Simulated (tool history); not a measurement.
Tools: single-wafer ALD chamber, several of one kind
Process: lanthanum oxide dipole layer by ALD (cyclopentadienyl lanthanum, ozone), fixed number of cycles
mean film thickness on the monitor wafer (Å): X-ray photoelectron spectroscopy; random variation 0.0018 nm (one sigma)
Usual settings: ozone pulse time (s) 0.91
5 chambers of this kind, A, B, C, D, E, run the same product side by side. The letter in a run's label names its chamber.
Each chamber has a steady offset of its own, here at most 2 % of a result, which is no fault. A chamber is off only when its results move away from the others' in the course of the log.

run     day  ozone pulse time (s)  hours since the last thermocouple change  hours since the last ozone generator service  read-back reference wafer on the same gauge, thickness_nm  mean film thickness on the monitor wafer (Å)
 1C   0.179                  0.91                                    1306.7                                         567.2                                                    0.39198                                        4.8519
 2E   0.575                  0.91                                    1993.3                                          73.5                                                    0.39200                                        4.8002
 3A   0.829                  0.91                                     982.2                                         131.0                                                    0.39187                                        4.8359
 4B   1.142                  0.91                                     186.3                                         822.4                                                    0.39191                                        4.9178
 5D   1.529                  0.91                                     687.6                                         899.2                                                    0.39198                                        4.8446
 6C   1.825                  0.91                                    1346.2                                         606.7                                                    0.39198                                        4.8326
 7B   2.042                  0.91                                     207.9                                         844.0                                                    0.39168                                        4.9238
 8A   2.254                  0.91                                    1016.4                                         165.2                                                    0.39202                                        4.8618
 9D   2.558                  0.57                                     712.3                                         923.9                                                    0.39212                                        3.9489
10E   2.796                  0.57                                    2046.6                                         126.8                                                    0.39201                                        3.8716
11B   3.000                  0.57                                     230.9                                         867.0                                                    0.39186                                        4.0015
12A   3.238                  0.57                                    1040.0                                         188.8                                                    0.39217                                        3.9217
13D   3.567                  0.57                                     736.5                                         948.1                                                    0.39193                                        3.9492
14C   3.792                  0.91                                    1393.4                                         653.9                                                    0.39214                                        4.8802
15E   3.992                  1.08                                    2075.3                                         155.5                                                    0.39168                                        5.0830
16A   4.362                  1.08                                    1067.0                                         215.8                                                    0.39197                                        5.1452
17C   4.546                  1.08                                    1411.5                                         672.0                                                    0.39209                                        5.0754
18E   4.875                  1.08                                    2096.5                                         176.7                                                    0.39204                                        5.1163
19D   5.062                  1.08                                     772.4                                         984.0                                                    0.39212                                        5.1311
20B   5.308                  0.91                                     286.3                                         922.4                                                    0.39203                                        4.9048
21B   5.675                  0.91                                     295.1                                         931.2                                                    0.39213                                        4.9292
22D   6.071                  1.24                                     796.6                                        1008.2                                                    0.39214                                        5.2946
23E   6.338                  1.24                                    2131.6                                         211.8                                                    0.39196                                        5.2838
24C   6.642                  1.24                                    1461.8                                         722.3                                                    0.39206                                        5.2998
25A   6.979                  1.24                                    1129.8                                         278.6                                                    0.39191                                        5.2893
      7.150  -- chamber D: ozone generator serviced
26A   7.317                  1.24                                    1137.9                                         286.7                                                    0.39229                                        5.2907
27B   7.579                  0.79                                     340.8                                         976.9                                                    0.39215                                        4.6733
      7.654  -- chamber C: thermocouple changed; heater temperature recalibrated
28E   7.962                  0.79                                    2170.6                                         250.8                                                    0.39198                                        4.5663
29C   8.333                  0.79                                      16.4                                         762.9                                                    0.39219                                        4.5628
30D   8.658                  0.79                                     858.7                                          36.2                                                    0.39205                                        4.6011
31A   8.996                  0.79                                    1178.2                                         327.0                                                    0.39218                                        4.5958
32C   9.396                  0.62                                      41.9                                         788.4                                                    0.39193                                        4.0474
33D   9.588                  0.62                                     881.0                                          58.5                                                    0.39187                                        4.1263
34E   9.988                  0.62                                    2219.2                                         299.4                                                    0.39187                                        4.0551
35B  10.162                  0.62                                     402.8                                        1038.9                                                    0.39225                                        4.1601
36C  10.400                  0.62                                      66.0                                         812.5                                                    0.39222                                        3.9991
37D  10.679                  0.91                                     907.2                                          84.7                                                    0.39192                                        4.8707
38E  11.004                  0.91                                    2243.6                                         323.8                                                    0.39169                                        4.8000
39A  11.242                  0.91                                    1232.1                                         380.9                                                    0.39192                                        4.8612

Is one chamber off against the others, does the gauge drift, or is nothing wrong? If a chamber is off, say which, and what the likeliest cause is.

Chamber C drifts away from the others.
Cause: ozone dose below that of a generator just serviced (%) = 5.63.

Here are 4 candidates for chamber C's next run, each the usual settings with a change, their results left as question marks. Which one brings its results back in line with what the others give on the usual settings?
In line means no further than this from the other chambers' mean on the usual settings: mean film thickness on the monitor wafer (Å) 0.0630
40C-1  11.533                  0.95                                                                                                                                                                                                ?
40C-2  11.533                  1.01                                                                                                                                                                                                ?
40C-3  11.533                  0.87                                                                                                                                                                                                ?
40C-4  11.533                  0.83                                                                                                                                                                                                ?

The other chambers' mean on the usual settings: mean film thickness on the monitor wafer (Å) 4.8572
  run  mean film thickness on the monitor wafer (Å)
40C-1                                        4.8504
40C-2                                        4.9546
40C-3                                        4.6918
40C-4                                        4.6029
40C-1 brings the chamber back in line.
